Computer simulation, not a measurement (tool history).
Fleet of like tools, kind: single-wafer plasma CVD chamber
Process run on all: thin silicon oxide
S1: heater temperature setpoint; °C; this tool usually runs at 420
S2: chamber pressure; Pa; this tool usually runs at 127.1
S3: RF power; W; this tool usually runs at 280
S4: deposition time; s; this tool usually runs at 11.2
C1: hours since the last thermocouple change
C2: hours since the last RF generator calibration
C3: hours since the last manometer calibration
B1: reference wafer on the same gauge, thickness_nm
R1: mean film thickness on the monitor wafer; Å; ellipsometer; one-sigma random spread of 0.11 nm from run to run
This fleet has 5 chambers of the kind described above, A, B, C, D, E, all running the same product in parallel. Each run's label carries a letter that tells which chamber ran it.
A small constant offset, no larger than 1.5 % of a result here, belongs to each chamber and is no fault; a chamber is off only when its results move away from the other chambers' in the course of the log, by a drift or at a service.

run	hour	S1	S2	S3	S4	C1	C2	C3	B1	R1
1D	6.2	420	127.1	280	11.2	201.4	1613.8	1180.5	24.531	231.12
2E	11.8	420	127.1	280	11.2	1424.0	1459.8	640.6	24.511	230.20
3B	19.2	420	127.1	280	11.2	193.4	323.7	1711.6	24.498	230.12
4C	25.1	420	127.1	280	11.2	2701.2	2292.2	2303.5	24.480	228.10
5A	29.8	420	127.1	280	11.2	1091.5	1825.4	926.8	24.510	233.43
6A	34.0	420	155.5	280	13.2	1095.7	1829.6	931.0	24.487	313.86
7E	40.8	420	155.5	280	13.2	1453.0	1488.8	669.6	24.507	309.05
8C	44.6	420	155.5	280	13.2	2720.7	2311.7	2323.0	24.470	308.42
9D	48.0	420	155.5	280	13.2	243.2	1655.6	1222.3	24.504	311.59
10B	52.3	420	155.5	280	13.2	226.5	356.8	1744.7	24.497	314.12
11A	57.6	420	127.1	280	11.2	1119.3	1853.2	954.6	24.498	232.18
12D	62.9	420	127.1	330	11.2	258.1	1670.5	1237.2	24.508	247.46
13B	67.5	420	127.1	330	11.2	241.7	372.0	1759.9	24.524	244.18
14E	73.9	420	127.1	330	11.2	1486.1	1521.9	702.7	24.489	245.55
# hour 77.7: chamber A: RF generator calibrated
15C	78.7	420	127.1	330	11.2	2754.8	2345.8	2357.1	24.486	242.72
16B	83.8	420	127.1	330	11.2	258.0	388.3	1776.2	24.511	247.35
# hour 84.1: chamber D: capacitance manometer re-zeroed and calibrated
17D	87.5	420	127.1	280	11.2	282.7	1695.1	3.4	24.507	231.47
18C	93.5	420	127.1	280	11.2	2769.6	2360.6	2371.9	24.507	226.38
19E	97.7	420	127.1	280	11.2	1509.9	1545.7	726.5	24.511	228.94
20A	103.6	420	127.1	280	11.2	1165.3	25.9	1000.6	24.539	233.34
21A	110.0	420	127.1	280	11.2	1171.7	32.3	1007.0	24.499	232.29
22B	114.5	420	104.4	230	11.2	288.7	419.0	1806.9	24.493	177.43
# hour 118.0: chamber C: thermocouple changed; heater temperature recalibrated
23C	121.4	420	104.4	230	11.2	3.5	2388.5	2399.8	24.499	172.99
24D	126.7	420	104.4	230	11.2	321.9	1734.3	42.6	24.506	178.26
25E	130.3	420	104.4	230	11.2	1542.5	1578.3	759.1	24.495	175.80
26B	134.1	420	104.4	230	11.2	308.3	438.6	1826.5	24.512	177.16
27D	139.3	420	127.1	280	11.2	334.5	1746.9	55.2	24.497	231.81
28C	145.9	420	127.1	280	11.2	28.0	2413.0	2424.3	24.514	228.53
29A	150.2	420	127.1	295	11.2	1211.9	72.5	1047.2	24.482	235.66
30E	154.5	420	127.1	295	11.2	1566.7	1602.5	783.3	24.489	235.02
31A	158.4	420	127.1	295	11.2	1220.1	80.7	1055.4	24.512	236.01
32E	164.1	420	127.1	295	11.2	1576.3	1612.1	792.9	24.511	233.57
33D	170.2	420	127.1	295	11.2	365.4	1777.8	86.1	24.497	237.84
34C	173.7	420	127.1	280	11.2	55.8	2440.8	2452.1	24.484	227.74
35B	179.1	420	127.1	280	11.2	353.3	483.6	1871.5	24.475	230.86
36B	182.8	420	127.1	280	11.2	357.0	487.3	1875.2	24.503	230.61
37A	187.2	420	127.1	280	11.2	1248.9	109.5	1084.2	24.501	232.01
38C	191.7	420	127.1	280	11.2	73.8	2458.8	2470.1	24.496	226.56
39E	195.1	420	127.1	280	11.2	1607.3	1643.1	823.9	24.457	228.39

Does one chamber stand apart from the rest, does the shared gauge drift, or is all well apart from small per-chamber offsets? Give the chamber and the most likely cause, where there is one.

Neither any chamber nor the gauge drifts; the chambers differ only by their own small, steady offsets.

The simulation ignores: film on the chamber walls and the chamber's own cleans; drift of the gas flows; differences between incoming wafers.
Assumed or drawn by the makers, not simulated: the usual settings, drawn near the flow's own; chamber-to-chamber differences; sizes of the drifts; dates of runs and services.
